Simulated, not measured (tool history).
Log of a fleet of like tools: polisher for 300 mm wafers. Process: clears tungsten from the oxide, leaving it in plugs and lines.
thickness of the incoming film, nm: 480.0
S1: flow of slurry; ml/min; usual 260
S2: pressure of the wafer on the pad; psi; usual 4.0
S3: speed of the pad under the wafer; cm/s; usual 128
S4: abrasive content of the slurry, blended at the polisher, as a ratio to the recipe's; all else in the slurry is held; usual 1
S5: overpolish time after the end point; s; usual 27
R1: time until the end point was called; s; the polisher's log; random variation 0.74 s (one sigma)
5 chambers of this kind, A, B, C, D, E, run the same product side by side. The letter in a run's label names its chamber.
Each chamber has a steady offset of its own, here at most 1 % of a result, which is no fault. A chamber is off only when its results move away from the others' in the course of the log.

{"hour": 1.5, "done": "chamber A: worn pad replaced by a new one"}
{"hour": 7.1, "done": "chamber D: slurry nozzle cleaned"}
{"run": "1E", "hour": 8.3, "S1": 260, "S2": 4.0, "S3": 128, "S4": 1, "S5": 27, "R1": 80.278}
{"run": "2D", "hour": 16.0, "S1": 260, "S2": 4.0, "S3": 128, "S4": 1, "S5": 27, "R1": 79.185}
{"hour": 22.6, "done": "chamber A: slurry tank refilled with fresh slurry and peroxide"}
{"run": "3C", "hour": 25.1, "S1": 260, "S2": 4.0, "S3": 128, "S4": 1, "S5": 27, "R1": 78.153}
{"run": "4B", "hour": 30.4, "S1": 260, "S2": 4.0, "S3": 128, "S4": 1, "S5": 27, "R1": 79.349}
{"hour": 33.3, "done": "chamber B: slurry blender recalibrated"}
{"run": "5A", "hour": 39.3, "S1": 260, "S2": 4.0, "S3": 128, "S4": 1, "S5": 27, "R1": 79.905}
{"run": "6D", "hour": 44.2, "S1": 260, "S2": 4.0, "S3": 128, "S4": 1, "S5": 27, "R1": 80.01}
{"hour": 45.7, "done": "chamber E: slurry tank refilled with fresh slurry and peroxide"}
{"hour": 51.0, "done": "chamber B: slurry tank refilled with fresh slurry and peroxide"}
{"hour": 51.8, "done": "chamber C: slurry tank refilled with fresh slurry and peroxide"}
{"hour": 52.9, "done": "chamber D: slurry blender recalibrated"}
{"run": "7C", "hour": 52.9, "S1": 260, "S2": 4.0, "S3": 128, "S4": 1, "S5": 27, "R1": 79.52}
{"hour": 60.2, "done": "chamber B: worn pad replaced by a new one"}
{"run": "8B", "hour": 60.5, "S1": 295, "S2": 4.0, "S3": 128, "S4": 1, "S5": 27, "R1": 78.595}
{"run": "9A", "hour": 69.7, "S1": 295, "S2": 4.0, "S3": 128, "S4": 1, "S5": 27, "R1": 80.355}
{"run": "10E", "hour": 76.3, "S1": 295, "S2": 4.0, "S3": 128, "S4": 1, "S5": 27, "R1": 78.235}
{"hour": 81.2, "done": "chamber D: slurry tank refilled with fresh slurry and peroxide"}
{"run": "11B", "hour": 83.1, "S1": 295, "S2": 4.0, "S3": 128, "S4": 1, "S5": 27, "R1": 79.024}
{"hour": 84.0, "done": "chamber A: worn pad replaced by a new one"}
{"run": "12A", "hour": 94.0, "S1": 295, "S2": 4.0, "S3": 128, "S4": 1, "S5": 27, "R1": 79.452}
{"hour": 101.9, "done": "chamber D: worn pad replaced by a new one"}
{"run": "13D", "hour": 102.9, "S1": 260, "S2": 4.0, "S3": 128, "S4": 1, "S5": 27, "R1": 79.447}
{"hour": 107.4, "done": "chamber E: head pressure recalibrated"}
{"hour": 109.3, "done": "chamber E: worn pad replaced by a new one"}
{"run": "14E", "hour": 109.3, "S1": 260, "S2": 4.0, "S3": 128, "S4": 1, "S5": 27, "R1": 88.113}
{"hour": 112.7, "done": "chamber E: slurry tank refilled with fresh slurry and peroxide"}
{"run": "15C", "hour": 116.0, "S1": 260, "S2": 4.0, "S3": 128, "S4": 1, "S5": 27, "R1": 77.586}
{"run": "16A", "hour": 122.3, "S1": 260, "S2": 4.0, "S3": 128, "S4": 1, "S5": 27, "R1": 78.662}
{"hour": 130.2, "done": "chamber A: slurry tank refilled with fresh slurry and peroxide"}
{"run": "17D", "hour": 130.9, "S1": 260, "S2": 4.0, "S3": 128, "S4": 1, "S5": 27, "R1": 79.116}
{"hour": 134.0, "done": "chamber B: slurry blender recalibrated"}
{"run": "18C", "hour": 137.6, "S1": 260, "S2": 4.0, "S3": 128, "S4": 1, "S5": 27, "R1": 79.54}
{"run": "19B", "hour": 143.5, "S1": 260, "S2": 4.4, "S3": 112, "S4": 1, "S5": 27, "R1": 83.377}
{"hour": 145.6, "done": "chamber C: worn pad replaced by a new one"}
{"run": "20E", "hour": 154.6, "S1": 260, "S2": 4.4, "S3": 112, "S4": 1, "S5": 27, "R1": 91.225}
{"hour": 155.4, "done": "chamber A: worn pad replaced by a new one"}
{"hour": 164.6, "done": "chamber C: slurry tank refilled with fresh slurry and peroxide"}
{"run": "21B", "hour": 165.3, "S1": 260, "S2": 4.4, "S3": 112, "S4": 1, "S5": 27, "R1": 83.006}
{"run": "22A", "hour": 170.9, "S1": 260, "S2": 4.4, "S3": 112, "S4": 1, "S5": 27, "R1": 83.499}
{"hour": 175.5, "done": "chamber A: slurry blender recalibrated"}
{"hour": 176.3, "done": "chamber E: slurry tank refilled with fresh slurry and peroxide"}
{"run": "23C", "hour": 181.0, "S1": 260, "S2": 4.4, "S3": 112, "S4": 1, "S5": 27, "R1": 81.424}
{"run": "24E", "hour": 191.1, "S1": 260, "S2": 4.0, "S3": 128, "S4": 1, "S5": 27, "R1": 86.252}
{"run": "25D", "hour": 201.6, "S1": 260, "S2": 4.0, "S3": 128, "S4": 1, "S5": 27, "R1": 80.309}
{"hour": 204.1, "done": "chamber D: worn pad replaced by a new one"}
{"hour": 209.4, "done": "chamber D: slurry tank refilled with fresh slurry and peroxide"}
{"run": "26B", "hour": 209.6, "S1": 260, "S2": 3.2, "S3": 128, "S4": 1, "S5": 27, "R1": 100.49}
{"hour": 215.4, "done": "chamber A: slurry nozzle cleaned"}
{"run": "27D", "hour": 217.4, "S1": 260, "S2": 3.2, "S3": 128, "S4": 1, "S5": 27, "R1": 98.86}
{"run": "28C", "hour": 223.9, "S1": 260, "S2": 3.2, "S3": 128, "S4": 1, "S5": 27, "R1": 98.861}
{"hour": 225.7, "done": "chamber A: worn pad replaced by a new one"}
{"run": "29E", "hour": 231.8, "S1": 260, "S2": 3.2, "S3": 128, "S4": 1, "S5": 27, "R1": 110.02}
{"hour": 233.4, "done": "chamber A: slurry tank refilled with fresh slurry and peroxide"}
{"run": "30A", "hour": 240.6, "S1": 260, "S2": 3.2, "S3": 128, "S4": 1, "S5": 27, "R1": 99.821}
{"hour": 244.2, "done": "chamber D: slurry blender recalibrated"}
{"run": "31A", "hour": 248.0, "S1": 260, "S2": 4.0, "S3": 128, "S4": 1, "S5": 27, "R1": 79.675}
{"run": "32D", "hour": 257.4, "S1": 260, "S2": 4.0, "S3": 128, "S4": 1, "S5": 27, "R1": 80.799}

What goes on in this fleet: one chamber off, a drifting gauge, or nothing beyond the chambers' own small offsets? Name the chamber and the cause, if any.

A service left chamber E off against the others.
Cause: head's pressure below its setpoint, % = 9.47.

Here are 4 candidates for chamber E's next run, each the usual settings with a change, their results left as question marks. Which one brings its results back in line with what the others give on the usual settings?
In line means no further than this from the other chambers' mean on the usual settings: R1 2.600 s
{"run": "33E-1", "hour": 265.4, "S1": 260, "S2": 4.0, "S3": 132, "S4": 1, "S5": 27, "R1": "?"}
{"run": "33E-2", "hour": 265.4, "S1": 260, "S2": 4.0, "S3": 114, "S4": 1, "S5": 27, "R1": "?"}
{"run": "33E-3", "hour": 265.4, "S1": 260, "S2": 4.0, "S3": 124, "S4": 1, "S5": 27, "R1": "?"}
{"run": "33E-4", "hour": 265.4, "S1": 260, "S2": 4.2, "S3": 136, "S4": 1, "S5": 27, "R1": "?"}

The other chambers' mean on the usual settings: R1 79.830 s
run=33E-1 R1=86.595
run=33E-2 R1=100.040
run=33E-3 R1=92.095
run=33E-4 R1=80.131
33E-4 brings the chamber back in line.
